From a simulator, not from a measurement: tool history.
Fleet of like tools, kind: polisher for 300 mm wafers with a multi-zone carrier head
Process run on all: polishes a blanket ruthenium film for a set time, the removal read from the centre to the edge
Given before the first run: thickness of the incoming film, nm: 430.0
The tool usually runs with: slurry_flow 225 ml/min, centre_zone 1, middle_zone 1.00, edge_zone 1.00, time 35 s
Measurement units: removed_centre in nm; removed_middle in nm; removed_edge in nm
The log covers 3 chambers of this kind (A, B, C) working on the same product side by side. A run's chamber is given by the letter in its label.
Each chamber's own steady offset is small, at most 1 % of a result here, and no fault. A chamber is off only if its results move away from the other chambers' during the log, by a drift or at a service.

| run | hour | slurry_flow | centre_zone | middle_zone | edge_zone | time | wafers polished on this pad | hours since the slurry nozzle was cleaned | hours since the centre zone pressure was calibrated | hours since the edge zone pressure was calibrated | removed_centre | removed_middle | removed_edge |
|---|---|---|---|---|---|---|---|---|---|---|---|---|---|
| 1C | 3.3 | 225 | 1 | 1.00 | 1.00 | 35 | 732 | 249.2 | 1111.5 | 504.6 | 33.201 | 33.441 | 33.052 |
|  | 5.5 | chamber B: slurry nozzle cleaned |
|  | 7.9 | chamber B: worn pad replaced by a new one |
| 2A | 8.7 | 225 | 1 | 1.00 | 1.00 | 35 | 255 | 317.9 | 565.0 | 569.1 | 33.046 | 33.185 | 32.954 |
| 3B | 14.1 | 225 | 1 | 1.00 | 1.00 | 35 | 80 | 8.6 | 203.0 | 236.7 | 33.401 | 33.033 | 33.022 |
| 4C | 19.8 | 225 | 1 | 1.00 | 1.00 | 35 | 944 | 265.7 | 1128.0 | 521.1 | 33.597 | 33.281 | 32.760 |
| 5B | 23.1 | 225 | 1 | 1.00 | 0.91 | 25 | 196 | 17.6 | 212.0 | 245.7 | 23.600 | 23.283 | 22.646 |
| 6A | 26.8 | 225 | 1 | 1.00 | 0.91 | 25 | 487 | 336.0 | 583.1 | 587.2 | 23.487 | 23.627 | 22.102 |
|  | 29.4 | chamber A: worn pad replaced by a new one |
| 7B | 30.4 | 225 | 1 | 1.00 | 0.91 | 25 | 290 | 24.9 | 219.3 | 253.0 | 23.537 | 23.194 | 22.572 |
| 8C | 35.6 | 225 | 1 | 1.00 | 1.00 | 35 | 1147 | 281.5 | 1143.8 | 536.9 | 33.553 | 33.939 | 32.945 |
| 9A | 40.8 | 225 | 1 | 1.00 | 1.00 | 35 | 147 | 350.0 | 597.1 | 601.2 | 33.147 | 32.969 | 33.063 |
| 10A | 45.8 | 225 | 1 | 1.00 | 1.00 | 35 | 211 | 355.0 | 602.1 | 606.2 | 33.324 | 33.699 | 33.359 |
| 11B | 49.1 | 225 | 1 | 1.07 | 1.00 | 35 | 530 | 43.6 | 238.0 | 271.7 | 32.921 | 34.803 | 33.462 |
|  | 54.4 | chamber C: worn pad replaced by a new one |
| 12C | 54.4 | 225 | 1 | 1.07 | 1.00 | 35 | 1 | 300.3 | 1162.6 | 555.7 | 33.096 | 35.739 | 32.668 |
|  | 58.4 | chamber B: worn pad replaced by a new one |
| 13B | 58.8 | 225 | 1 | 1.07 | 1.00 | 35 | 5 | 53.3 | 247.7 | 281.4 | 32.398 | 34.437 | 32.818 |
| 14C | 61.4 | 225 | 1 | 1.00 | 1.00 | 35 | 91 | 307.3 | 1169.6 | 562.7 | 33.588 | 32.988 | 32.923 |
| 15A | 65.6 | 225 | 1 | 1.00 | 1.00 | 35 | 465 | 374.8 | 621.9 | 626.0 | 33.661 | 32.630 | 33.541 |
|  | 66.6 | chamber A: worn pad replaced by a new one |
| 16A | 70.9 | 225 | 1 | 1.00 | 1.00 | 35 | 55 | 380.1 | 627.2 | 631.3 | 33.487 | 33.818 | 33.315 |
| 17C | 76.7 | 225 | 1 | 1.00 | 1.00 | 35 | 287 | 322.6 | 1184.9 | 578.0 | 33.506 | 32.603 | 33.130 |
| 18B | 80.0 | 225 | 1 | 1.00 | 1.00 | 35 | 277 | 74.5 | 268.9 | 302.6 | 32.514 | 32.587 | 32.634 |
| 19B | 83.6 | 225 | 1 | 1.00 | 1.00 | 35 | 324 | 78.1 | 272.5 | 306.2 | 32.606 | 32.848 | 33.139 |
| 20C | 87.8 | 225 | 1 | 1.00 | 1.00 | 35 | 430 | 333.7 | 1196.0 | 589.1 | 33.244 | 33.792 | 32.985 |
| 21A | 92.0 | 160 | 1 | 1.00 | 0.90 | 35 | 326 | 401.2 | 648.3 | 652.4 | 31.276 | 31.379 | 29.987 |
| 22A | 95.6 | 160 | 1 | 1.00 | 0.90 | 35 | 373 | 404.8 | 651.9 | 656.0 | 31.413 | 31.801 | 30.078 |
| 23B | 101.2 | 160 | 1 | 1.00 | 0.90 | 35 | 550 | 95.7 | 290.1 | 323.8 | 31.158 | 30.988 | 30.234 |
|  | 103.2 | chamber B: worn pad replaced by a new one |
|  | 104.0 | chamber A: worn pad replaced by a new one |
| 24C | 104.9 | 225 | 1 | 1.00 | 1.00 | 35 | 650 | 350.8 | 1213.1 | 606.2 | 33.649 | 33.367 | 32.664 |
| 25B | 109.1 | 225 | 1 | 1.00 | 1.00 | 35 | 76 | 103.6 | 298.0 | 331.7 | 33.043 | 33.741 | 33.127 |
| 26C | 112.6 | 225 | 1 | 1.00 | 1.00 | 35 | 749 | 358.5 | 1220.8 | 613.9 | 33.225 | 32.876 | 32.741 |
| 27A | 118.3 | 225 | 1 | 1.00 | 1.00 | 35 | 184 | 427.5 | 674.6 | 678.7 | 33.001 | 33.438 | 33.015 |
|  | 119.3 | chamber C: centre zone pressure recalibrated |
| 28C | 122.9 | 225 | 1 | 1.00 | 1.00 | 35 | 881 | 368.8 | 3.6 | 624.2 | 35.270 | 33.322 | 32.627 |
| 29B | 127.4 | 225 | 1 | 1.00 | 1.00 | 35 | 311 | 121.9 | 316.3 | 350.0 | 32.833 | 32.951 | 33.346 |
|  | 128.5 | chamber A: edge zone pressure recalibrated |
| 30A | 130.2 | 225 | 1 | 1.00 | 0.95 | 35 | 336 | 439.4 | 686.5 | 1.7 | 33.323 | 32.784 | 31.514 |
| 31C | 134.1 | 225 | 1 | 1.00 | 0.95 | 35 | 1025 | 380.0 | 14.8 | 635.4 | 34.598 | 34.192 | 31.736 |
| 32A | 137.5 | 225 | 1 | 1.00 | 0.95 | 35 | 430 | 446.7 | 693.8 | 9.0 | 33.483 | 33.452 | 32.791 |
| 33B | 141.9 | 225 | 1 | 1.00 | 1.00 | 35 | 497 | 136.4 | 330.8 | 364.5 | 33.224 | 32.808 | 32.950 |
|  | 142.2 | chamber C: slurry nozzle cleaned |
|  | 145.0 | chamber A: worn pad replaced by a new one |
| 34C | 145.8 | 225 | 1 | 1.00 | 1.00 | 35 | 1175 | 3.6 | 26.5 | 647.1 | 34.864 | 33.626 | 33.128 |
| 35B | 150.8 | 225 | 1 | 1.00 | 1.00 | 35 | 611 | 145.3 | 339.7 | 373.4 | 32.983 | 33.557 | 33.010 |
| 36A | 153.6 | 225 | 1 | 1.00 | 1.00 | 35 | 111 | 462.8 | 709.9 | 25.1 | 33.917 | 32.682 | 33.406 |
|  | 154.4 | chamber B: centre zone pressure recalibrated |
| 37C | 157.8 | 225 | 1 | 1.00 | 1.00 | 35 | 1330 | 15.6 | 38.5 | 659.1 | 34.681 | 32.966 | 32.587 |
|  | 160.0 | chamber C: worn pad replaced by a new one |
|  | 161.2 | chamber B: worn pad replaced by a new one |
| 38A | 161.7 | 225 | 1 | 1.00 | 1.00 | 35 | 215 | 470.9 | 718.0 | 33.2 | 33.308 | 32.942 | 32.925 |
| 39B | 166.5 | 225 | 1 | 1.00 | 1.00 | 35 | 68 | 161.0 | 12.1 | 389.1 | 32.657 | 32.369 | 32.995 |
| 40B | 170.9 | 225 | 1 | 1.00 | 1.00 | 35 | 125 | 165.4 | 16.5 | 393.5 | 32.915 | 33.531 | 32.984 |
| 41A | 176.5 | 225 | 1 | 1.00 | 1.00 | 35 | 405 | 485.7 | 732.8 | 48.0 | 33.275 | 32.877 | 32.684 |
| 42C | 180.8 | 225 | 1 | 1.00 | 1.00 | 35 | 267 | 38.6 | 61.5 | 682.1 | 35.310 | 33.868 | 32.519 |
|  | 181.3 | chamber A: worn pad replaced by a new one |
| 43B | 186.6 | 225 | 1 | 1.00 | 1.00 | 35 | 326 | 181.1 | 32.2 | 409.2 | 32.640 | 32.753 | 33.035 |
| 44A | 192.3 | 225 | 1 | 1.00 | 1.00 | 35 | 141 | 501.5 | 748.6 | 63.8 | 33.399 | 33.220 | 32.783 |

All 3 chambers run these settings next. Forecast each chamber's results:
| 45A | 196.6 | 225 | 1 | 1.04 | 1.00 | 35 |  |  |  |  | ? | ? | ? |
| 45B | 196.6 | 225 | 1 | 1.04 | 1.00 | 35 |  |  |  |  | ? | ? | ? |
| 45C | 196.6 | 225 | 1 | 1.04 | 1.00 | 35 |  |  |  |  | ? | ? | ? |

| run | removed_centre | removed_middle | removed_edge |
|---|---|---|---|
| 45A | 33.397 | 34.154 | 32.670 |
| 45B | 32.379 | 34.401 | 33.429 |
| 45C | 35.050 | 34.738 | 33.171 |

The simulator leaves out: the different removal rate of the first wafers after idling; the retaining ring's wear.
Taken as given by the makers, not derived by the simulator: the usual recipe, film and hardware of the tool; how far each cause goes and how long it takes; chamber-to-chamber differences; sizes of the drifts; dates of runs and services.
